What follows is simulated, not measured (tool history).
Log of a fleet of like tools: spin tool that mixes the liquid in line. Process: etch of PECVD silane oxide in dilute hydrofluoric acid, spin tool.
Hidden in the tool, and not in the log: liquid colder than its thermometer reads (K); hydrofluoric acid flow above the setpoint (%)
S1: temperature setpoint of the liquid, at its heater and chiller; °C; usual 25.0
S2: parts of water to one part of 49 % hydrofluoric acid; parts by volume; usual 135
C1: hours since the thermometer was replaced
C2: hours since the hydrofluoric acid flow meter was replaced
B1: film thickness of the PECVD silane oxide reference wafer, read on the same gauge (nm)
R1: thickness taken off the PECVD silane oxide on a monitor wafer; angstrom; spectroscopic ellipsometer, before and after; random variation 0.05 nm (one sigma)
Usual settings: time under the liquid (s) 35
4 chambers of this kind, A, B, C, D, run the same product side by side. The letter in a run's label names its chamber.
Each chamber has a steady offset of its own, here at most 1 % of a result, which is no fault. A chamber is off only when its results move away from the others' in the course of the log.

{"run": "1D", "hour": 5.6, "S1": 25.0, "S2": 135, "time under the liquid (s)": 35, "C1": 1257.7, "C2": 484.0, "B1": 89.976, "R1": 105.92}
{"run": "2A", "hour": 16.9, "S1": 25.0, "S2": 135, "time under the liquid (s)": 35, "C1": 507.3, "C2": 1243.0, "B1": 89.985, "R1": 108.26}
{"run": "3C", "hour": 25.6, "S1": 25.0, "S2": 135, "time under the liquid (s)": 35, "C1": 527.2, "C2": 425.4, "B1": 90.011, "R1": 105.64}
{"run": "4B", "hour": 34.6, "S1": 25.0, "S2": 135, "time under the liquid (s)": 35, "C1": 253.2, "C2": 1198.9, "B1": 90.019, "R1": 107.16}
{"run": "5C", "hour": 42.0, "S1": 20.5, "S2": 135, "time under the liquid (s)": 55, "C1": 543.6, "C2": 441.8, "B1": 90.002, "R1": 140.44}
{"run": "6B", "hour": 53.5, "S1": 20.5, "S2": 135, "time under the liquid (s)": 55, "C1": 272.1, "C2": 1217.8, "B1": 89.986, "R1": 141.2}
{"run": "7D", "hour": 65.6, "S1": 20.5, "S2": 135, "time under the liquid (s)": 55, "C1": 1317.7, "C2": 544.0, "B1": 89.994, "R1": 140.51}
{"run": "8A", "hour": 77.6, "S1": 20.5, "S2": 135, "time under the liquid (s)": 55, "C1": 568.0, "C2": 1303.7, "B1": 89.996, "R1": 140.86}
{"run": "9C", "hour": 87.0, "S1": 25.0, "S2": 195, "time under the liquid (s)": 25, "C1": 588.6, "C2": 486.8, "B1": 90.005, "R1": 49.135}
{"run": "10B", "hour": 95.1, "S1": 25.0, "S2": 195, "time under the liquid (s)": 25, "C1": 313.7, "C2": 1259.4, "B1": 89.988, "R1": 50.901}
{"run": "11A", "hour": 106.4, "S1": 25.0, "S2": 195, "time under the liquid (s)": 25, "C1": 596.8, "C2": 1332.5, "B1": 89.991, "R1": 49.196}
{"hour": 116.3, "done": "chamber D: thermometer replaced"}
{"run": "12D", "hour": 117.5, "S1": 25.0, "S2": 195, "time under the liquid (s)": 25, "C1": 1.2, "C2": 595.9, "B1": 90.005, "R1": 48.665}
{"run": "13A", "hour": 127.0, "S1": 25.0, "S2": 135, "time under the liquid (s)": 35, "C1": 617.4, "C2": 1353.1, "B1": 89.996, "R1": 107.6}
{"run": "14D", "hour": 133.7, "S1": 25.0, "S2": 135, "time under the liquid (s)": 35, "C1": 17.4, "C2": 612.1, "B1": 90.004, "R1": 106.32}
{"run": "15C", "hour": 140.0, "S1": 25.0, "S2": 135, "time under the liquid (s)": 35, "C1": 641.6, "C2": 539.8, "B1": 90.006, "R1": 106.51}
{"run": "16B", "hour": 150.8, "S1": 25.0, "S2": 135, "time under the liquid (s)": 45, "C1": 369.4, "C2": 1315.1, "B1": 89.999, "R1": 142.99}
{"run": "17B", "hour": 158.4, "S1": 25.0, "S2": 135, "time under the liquid (s)": 45, "C1": 377.0, "C2": 1322.7, "B1": 90.002, "R1": 143.86}
{"run": "18A", "hour": 165.4, "S1": 25.0, "S2": 135, "time under the liquid (s)": 45, "C1": 655.8, "C2": 1391.5, "B1": 90.008, "R1": 137.8}
{"run": "19D", "hour": 171.6, "S1": 25.0, "S2": 135, "time under the liquid (s)": 45, "C1": 55.3, "C2": 650.0, "B1": 90.004, "R1": 136.55}
{"run": "20C", "hour": 183.9, "S1": 25.0, "S2": 135, "time under the liquid (s)": 35, "C1": 685.5, "C2": 583.7, "B1": 90.009, "R1": 106.91}
{"run": "21C", "hour": 193.4, "S1": 21.0, "S2": 135, "time under the liquid (s)": 35, "C1": 695.0, "C2": 593.2, "B1": 89.997, "R1": 90.232}
{"run": "22B", "hour": 205.8, "S1": 21.0, "S2": 135, "time under the liquid (s)": 35, "C1": 424.4, "C2": 1370.1, "B1": 89.991, "R1": 97.427}
{"run": "23A", "hour": 212.0, "S1": 21.0, "S2": 135, "time under the liquid (s)": 35, "C1": 702.4, "C2": 1438.1, "B1": 89.99, "R1": 92.578}
{"run": "24D", "hour": 218.6, "S1": 21.0, "S2": 135, "time under the liquid (s)": 35, "C1": 102.3, "C2": 697.0, "B1": 90.007, "R1": 91.969}
{"run": "25D", "hour": 224.5, "S1": 25.0, "S2": 135, "time under the liquid (s)": 35, "C1": 108.2, "C2": 702.9, "B1": 90.002, "R1": 106.25}
{"run": "26C", "hour": 232.1, "S1": 25.0, "S2": 135, "time under the liquid (s)": 35, "C1": 733.7, "C2": 631.9, "B1": 90.004, "R1": 106.78}
{"run": "27B", "hour": 239.8, "S1": 25.0, "S2": 80, "time under the liquid (s)": 55, "C1": 458.4, "C2": 1404.1, "B1": 90.021, "R1": 320.7}

All 4 chambers run these settings next. Forecast each chamber's results:
{"run": "28A", "hour": 248.9, "S1": 25.0, "S2": 135, "time under the liquid (s)": 35, "R1": "?"}
{"run": "28B", "hour": 248.9, "S1": 25.0, "S2": 135, "time under the liquid (s)": 35, "R1": "?"}
{"run": "28C", "hour": 248.9, "S1": 25.0, "S2": 135, "time under the liquid (s)": 35, "R1": "?"}
{"run": "28D", "hour": 248.9, "S1": 25.0, "S2": 135, "time under the liquid (s)": 35, "R1": "?"}

run=28A R1=107.610
run=28B R1=114.360
run=28C R1=105.560
run=28D R1=106.450

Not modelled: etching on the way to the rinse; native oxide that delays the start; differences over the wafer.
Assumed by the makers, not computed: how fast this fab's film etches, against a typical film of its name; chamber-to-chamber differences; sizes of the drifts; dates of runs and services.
